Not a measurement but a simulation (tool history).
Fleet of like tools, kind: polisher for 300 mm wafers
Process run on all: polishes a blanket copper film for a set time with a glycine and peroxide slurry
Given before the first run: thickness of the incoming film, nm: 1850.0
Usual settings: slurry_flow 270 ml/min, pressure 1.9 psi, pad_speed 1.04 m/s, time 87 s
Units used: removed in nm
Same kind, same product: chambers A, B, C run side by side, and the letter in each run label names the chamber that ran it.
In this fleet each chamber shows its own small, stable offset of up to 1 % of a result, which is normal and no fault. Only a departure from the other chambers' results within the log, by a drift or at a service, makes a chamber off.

{"hour": 0.8, "done": "chamber C: worn pad replaced by a new one"}
{"hour": 8.7, "done": "chamber A: worn pad replaced by a new one"}
{"run": "1A", "hour": 9.0, "slurry_flow": 270, "pressure": 1.9, "pad_speed": 1.04, "time": 87, "removed": 362.25}
{"run": "2C", "hour": 15.9, "slurry_flow": 270, "pressure": 1.9, "pad_speed": 1.04, "time": 87, "removed": 347.14}
{"run": "3B", "hour": 24.4, "slurry_flow": 270, "pressure": 1.9, "pad_speed": 1.04, "time": 87, "removed": 347.84}
{"run": "4B", "hour": 30.4, "slurry_flow": 270, "pressure": 1.9, "pad_speed": 1.04, "time": 87, "removed": 348.83}
{"run": "5C", "hour": 37.5, "slurry_flow": 270, "pressure": 1.9, "pad_speed": 1.04, "time": 87, "removed": 350.93}
{"run": "6A", "hour": 43.5, "slurry_flow": 270, "pressure": 1.9, "pad_speed": 1.04, "time": 87, "removed": 359.01}
{"run": "7A", "hour": 50.0, "slurry_flow": 270, "pressure": 1.9, "pad_speed": 1.04, "time": 87, "removed": 359.13}
{"run": "8C", "hour": 60.9, "slurry_flow": 270, "pressure": 1.9, "pad_speed": 1.04, "time": 87, "removed": 347.9}
{"run": "9B", "hour": 67.5, "slurry_flow": 270, "pressure": 1.9, "pad_speed": 1.04, "time": 87, "removed": 348.35}
{"run": "10B", "hour": 78.4, "slurry_flow": 270, "pressure": 1.6, "pad_speed": 1.04, "time": 70, "removed": 243.94}
{"hour": 79.2, "done": "chamber B: worn pad replaced by a new one"}
{"run": "11A", "hour": 88.0, "slurry_flow": 270, "pressure": 1.6, "pad_speed": 1.04, "time": 70, "removed": 251.81}
{"run": "12C", "hour": 98.0, "slurry_flow": 270, "pressure": 1.6, "pad_speed": 1.04, "time": 70, "removed": 246.49}
{"run": "13A", "hour": 105.9, "slurry_flow": 270, "pressure": 1.9, "pad_speed": 1.04, "time": 87, "removed": 347.52}
{"hour": 106.2, "done": "chamber A: worn pad replaced by a new one"}
{"hour": 110.3, "done": "chamber B: slurry nozzle cleaned"}
{"run": "14B", "hour": 116.3, "slurry_flow": 270, "pressure": 1.9, "pad_speed": 1.04, "time": 87, "removed": 348.14}
{"run": "15C", "hour": 122.5, "slurry_flow": 270, "pressure": 1.9, "pad_speed": 1.04, "time": 87, "removed": 343.69}
{"run": "16B", "hour": 131.2, "slurry_flow": 270, "pressure": 1.9, "pad_speed": 1.04, "time": 87, "removed": 349.99}
{"run": "17A", "hour": 141.4, "slurry_flow": 270, "pressure": 1.9, "pad_speed": 1.04, "time": 87, "removed": 353.99}
{"run": "18C", "hour": 148.6, "slurry_flow": 270, "pressure": 1.9, "pad_speed": 1.04, "time": 87, "removed": 334.63}
{"run": "19C", "hour": 156.2, "slurry_flow": 270, "pressure": 1.9, "pad_speed": 1.04, "time": 87, "removed": 343.48}
{"run": "20A", "hour": 163.4, "slurry_flow": 270, "pressure": 1.9, "pad_speed": 1.04, "time": 87, "removed": 349.96}
{"run": "21B", "hour": 173.0, "slurry_flow": 270, "pressure": 1.9, "pad_speed": 1.04, "time": 87, "removed": 347.49}
{"hour": 177.9, "done": "chamber C: slurry nozzle cleaned"}
{"run": "22A", "hour": 179.8, "slurry_flow": 270, "pressure": 1.9, "pad_speed": 1.04, "time": 87, "removed": 349.26}
{"run": "23C", "hour": 184.8, "slurry_flow": 270, "pressure": 1.9, "pad_speed": 1.04, "time": 87, "removed": 336.42}
{"run": "24B", "hour": 192.3, "slurry_flow": 270, "pressure": 1.9, "pad_speed": 1.04, "time": 87, "removed": 348.9}
{"run": "25B", "hour": 200.3, "slurry_flow": 270, "pressure": 1.9, "pad_speed": 1.04, "time": 87, "removed": 351.77}
{"run": "26A", "hour": 205.5, "slurry_flow": 270, "pressure": 1.9, "pad_speed": 1.04, "time": 87, "removed": 355.18}
{"hour": 209.9, "done": "chamber A: worn pad replaced by a new one"}
{"run": "27C", "hour": 213.1, "slurry_flow": 270, "pressure": 1.9, "pad_speed": 1.04, "time": 87, "removed": 341.81}
{"run": "28B", "hour": 221.3, "slurry_flow": 270, "pressure": 1.9, "pad_speed": 1.04, "time": 87, "removed": 349.59}
{"run": "29A", "hour": 230.3, "slurry_flow": 270, "pressure": 2.2, "pad_speed": 1.04, "time": 87, "removed": 391.78}
{"run": "30C", "hour": 239.0, "slurry_flow": 270, "pressure": 2.2, "pad_speed": 1.04, "time": 87, "removed": 372.55}
{"hour": 245.2, "done": "chamber A: slurry nozzle cleaned"}
{"run": "31A", "hour": 249.6, "slurry_flow": 270, "pressure": 2.2, "pad_speed": 1.04, "time": 87, "removed": 392.31}
{"run": "32B", "hour": 257.6, "slurry_flow": 270, "pressure": 1.9, "pad_speed": 1.04, "time": 68, "removed": 271.14}
{"run": "33C", "hour": 265.7, "slurry_flow": 270, "pressure": 1.9, "pad_speed": 1.04, "time": 68, "removed": 260.62}
{"run": "34A", "hour": 274.6, "slurry_flow": 270, "pressure": 1.9, "pad_speed": 1.04, "time": 68, "removed": 276.16}
{"hour": 278.4, "done": "chamber C: worn pad replaced by a new one"}
{"run": "35B", "hour": 280.7, "slurry_flow": 240, "pressure": 1.9, "pad_speed": 1.04, "time": 87, "removed": 351.29}
{"hour": 286.6, "done": "chamber B: worn pad replaced by a new one"}
{"run": "36C", "hour": 290.4, "slurry_flow": 240, "pressure": 1.9, "pad_speed": 1.04, "time": 87, "removed": 322.54}
{"hour": 296.7, "done": "chamber A: worn pad replaced by a new one"}
{"run": "37A", "hour": 299.7, "slurry_flow": 240, "pressure": 1.9, "pad_speed": 1.04, "time": 87, "removed": 345.81}
{"run": "38B", "hour": 308.9, "slurry_flow": 270, "pressure": 1.9, "pad_speed": 1.04, "time": 87, "removed": 350.63}
{"run": "39C", "hour": 319.0, "slurry_flow": 270, "pressure": 1.9, "pad_speed": 1.04, "time": 87, "removed": 324.19}
{"run": "40A", "hour": 325.6, "slurry_flow": 270, "pressure": 1.3, "pad_speed": 1.04, "time": 87, "removed": 271.87}

Does one chamber stand apart from the rest, does the shared gauge drift, or is all well apart from small per-chamber offsets? Give the chamber and the most likely cause, where there is one.

Little by little, chamber C moves away from the other chambers.
Most likely cause: head's pressure below its setpoint, % = 10.2.

Which of the 4 candidates below, each the usual settings with something changed and its results left as question marks, puts chamber C back in line with what the other chambers give on the usual settings?
Counts as in line when no further than this from what the other chambers average on the usual settings: removed 14.00 nm
{"run": "41C-1", "hour": 333.5, "slurry_flow": 270, "pressure": 2.1, "pad_speed": 1.16, "time": 87, "removed": "?"}
{"run": "41C-2", "hour": 333.5, "slurry_flow": 270, "pressure": 1.9, "pad_speed": 1.0, "time": 82, "removed": "?"}
{"run": "41C-3", "hour": 333.5, "slurry_flow": 270, "pressure": 1.9, "pad_speed": 1.04, "time": 94, "removed": "?"}
{"run": "41C-4", "hour": 333.5, "slurry_flow": 270, "pressure": 1.8, "pad_speed": 0.98, "time": 80, "removed": "?"}

Mean of the other chambers on the usual settings: removed 351.15 nm
run=41C-1 removed=379.97
run=41C-2 removed=296.58
run=41C-3 removed=349.93
run=41C-4 removed=274.03
41C-3 brings the chamber back in line.
